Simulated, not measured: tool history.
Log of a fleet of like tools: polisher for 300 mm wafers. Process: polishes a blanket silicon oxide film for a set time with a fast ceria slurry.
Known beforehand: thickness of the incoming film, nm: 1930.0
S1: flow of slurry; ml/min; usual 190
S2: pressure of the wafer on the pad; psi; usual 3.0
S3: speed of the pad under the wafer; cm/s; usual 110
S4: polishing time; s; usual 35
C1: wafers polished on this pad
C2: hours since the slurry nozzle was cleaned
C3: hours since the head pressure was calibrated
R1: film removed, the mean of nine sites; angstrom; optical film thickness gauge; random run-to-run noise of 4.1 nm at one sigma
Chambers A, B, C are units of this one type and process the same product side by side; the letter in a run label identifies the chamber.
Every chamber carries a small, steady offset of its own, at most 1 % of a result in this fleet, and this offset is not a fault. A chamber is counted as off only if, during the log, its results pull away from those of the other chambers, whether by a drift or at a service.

run 1B hour=10.6 | S1=190 S2=3.0 S3=110 S4=35 | C1=486 C2=200.7 C3=361.3 | R1=6638.3
-- hour=15.5 chamber B: head pressure recalibrated
-- hour=16.4 chamber B: worn pad replaced by a new one
run 2C hour=17.1 | S1=190 S2=3.0 S3=110 S4=35 | C1=477 C2=208.6 C3=737.0 | R1=6810.7
run 3A hour=26.2 | S1=190 S2=3.0 S3=110 S4=35 | C1=487 C2=458.4 C3=440.0 | R1=6651.3
run 4C hour=32.7 | S1=190 S2=3.0 S3=110 S4=35 | C1=636 C2=224.2 C3=752.6 | R1=6740.8
run 5B hour=38.0 | S1=190 S2=3.5 S3=110 S4=24 | C1=221 C2=228.1 C3=22.5 | R1=5395.3
run 6A hour=48.5 | S1=190 S2=3.5 S3=110 S4=24 | C1=716 C2=480.7 C3=462.3 | R1=5409.5
-- hour=57.5 chamber A: worn pad replaced by a new one
run 7A hour=58.9 | S1=190 S2=3.5 S3=110 S4=24 | C1=14 C2=491.1 C3=472.7 | R1=5322.8
run 8B hour=68.0 | S1=190 S2=3.0 S3=110 S4=35 | C1=528 C2=258.1 C3=52.5 | R1=6674.4
-- hour=72.3 chamber B: worn pad replaced by a new one
-- hour=75.2 chamber C: worn pad replaced by a new one
run 9C hour=78.6 | S1=190 S2=3.0 S3=110 S4=35 | C1=34 C2=270.1 C3=798.5 | R1=6680.7
-- hour=79.4 chamber A: head pressure recalibrated
run 10A hour=84.7 | S1=190 S2=3.0 S3=110 S4=35 | C1=278 C2=516.9 C3=5.3 | R1=7100.7
run 11C hour=89.9 | S1=190 S2=3.0 S3=110 S4=35 | C1=150 C2=281.4 C3=809.8 | R1=6825.3
-- hour=90.0 chamber C: slurry nozzle cleaned
run 12B hour=97.1 | S1=190 S2=3.0 S3=110 S4=35 | C1=254 C2=287.2 C3=81.6 | R1=6689.6
run 13C hour=104.7 | S1=190 S2=2.4 S3=142 S4=35 | C1=301 C2=14.8 C3=824.6 | R1=6979.0
run 14A hour=116.3 | S1=190 S2=2.4 S3=142 S4=35 | C1=601 C2=548.5 C3=36.9 | R1=7294.5
run 15B hour=123.3 | S1=190 S2=2.4 S3=142 S4=35 | C1=522 C2=313.4 C3=107.8 | R1=6942.9
run 16C hour=128.7 | S1=190 S2=3.0 S3=94 S4=44 | C1=547 C2=38.8 C3=848.6 | R1=7345.4
-- hour=134.3 chamber B: worn pad replaced by a new one
run 17B hour=136.0 | S1=190 S2=3.0 S3=94 S4=44 | C1=18 C2=326.1 C3=120.5 | R1=7203.4
-- hour=139.3 chamber A: worn pad replaced by a new one
run 18A hour=144.7 | S1=190 S2=3.0 S3=94 S4=44 | C1=55 C2=576.9 C3=65.3 | R1=7654.1
run 19B hour=155.8 | S1=190 S2=3.0 S3=110 S4=35 | C1=220 C2=345.9 C3=140.3 | R1=6652.4
run 20C hour=161.7 | S1=190 S2=3.0 S3=110 S4=35 | C1=884 C2=71.8 C3=881.6 | R1=6788.9
-- hour=163.0 chamber B: slurry nozzle cleaned
run 21A hour=168.7 | S1=190 S2=3.0 S3=110 S4=35 | C1=301 C2=600.9 C3=89.3 | R1=7081.4
run 22B hour=177.5 | S1=165 S2=2.6 S3=110 S4=35 | C1=442 C2=14.6 C3=162.0 | R1=5650.4
run 23A hour=184.9 | S1=165 S2=2.6 S3=110 S4=35 | C1=467 C2=617.1 C3=105.5 | R1=6031.4
run 24C hour=191.3 | S1=165 S2=2.6 S3=110 S4=35 | C1=1187 C2=101.4 C3=911.2 | R1=5781.4
-- hour=194.8 chamber B: worn pad replaced by a new one
run 25B hour=196.7 | S1=190 S2=3.0 S3=110 S4=35 | C1=19 C2=33.8 C3=181.2 | R1=6686.6
-- hour=200.8 chamber C: worn pad replaced by a new one
run 26A hour=205.5 | S1=225 S2=3.0 S3=110 S4=27 | C1=677 C2=637.7 C3=126.1 | R1=5607.3
run 27C hour=215.1 | S1=225 S2=3.0 S3=110 S4=27 | C1=146 C2=125.2 C3=935.0 | R1=5346.3
-- hour=222.5 chamber A: worn pad replaced by a new one
run 28B hour=226.4 | S1=225 S2=3.0 S3=110 S4=27 | C1=323 C2=63.5 C3=210.9 | R1=5273.8
run 29A hour=236.0 | S1=190 S2=3.0 S3=110 S4=35 | C1=138 C2=668.2 C3=156.6 | R1=7100.5

Has any chamber moved away from the others, gradually or after a service, or does the common gauge drift, or do the chambers differ only by their own small steady offsets? State the chamber and the most likely cause if one applies.

A service on chamber A put it out of line with the rest.
Likeliest cause: head's pressure above its setpoint, % = 6.66.

Here are 4 candidates for chamber A's next run, each the usual settings with a change, their results left as question marks. Which one brings its results back in line with what the others give on the usual settings?
To be in line, a result may differ from the other chambers' mean on the usual settings by at most: R1 140.0 angstrom
run 30A-1 hour=244.5 | S1=190 S2=3.0 S3=110 S4=37 | R1=?
run 30A-2 hour=244.5 | S1=190 S2=3.0 S3=110 S4=31 | R1=?
run 30A-3 hour=244.5 | S1=190 S2=3.0 S3=108 S4=34 | R1=?
run 30A-4 hour=244.5 | S1=190 S2=3.2 S3=110 S4=37 | R1=?

On the usual settings, the other chambers give on average: R1 6738.1 angstrom
run=30A-1 R1=7536.4
run=30A-2 R1=6314.3
run=30A-3 R1=6800.6
run=30A-4 R1=8046.4
The answer is 30A-3, which returns the chamber to within the allowed miss of the others.

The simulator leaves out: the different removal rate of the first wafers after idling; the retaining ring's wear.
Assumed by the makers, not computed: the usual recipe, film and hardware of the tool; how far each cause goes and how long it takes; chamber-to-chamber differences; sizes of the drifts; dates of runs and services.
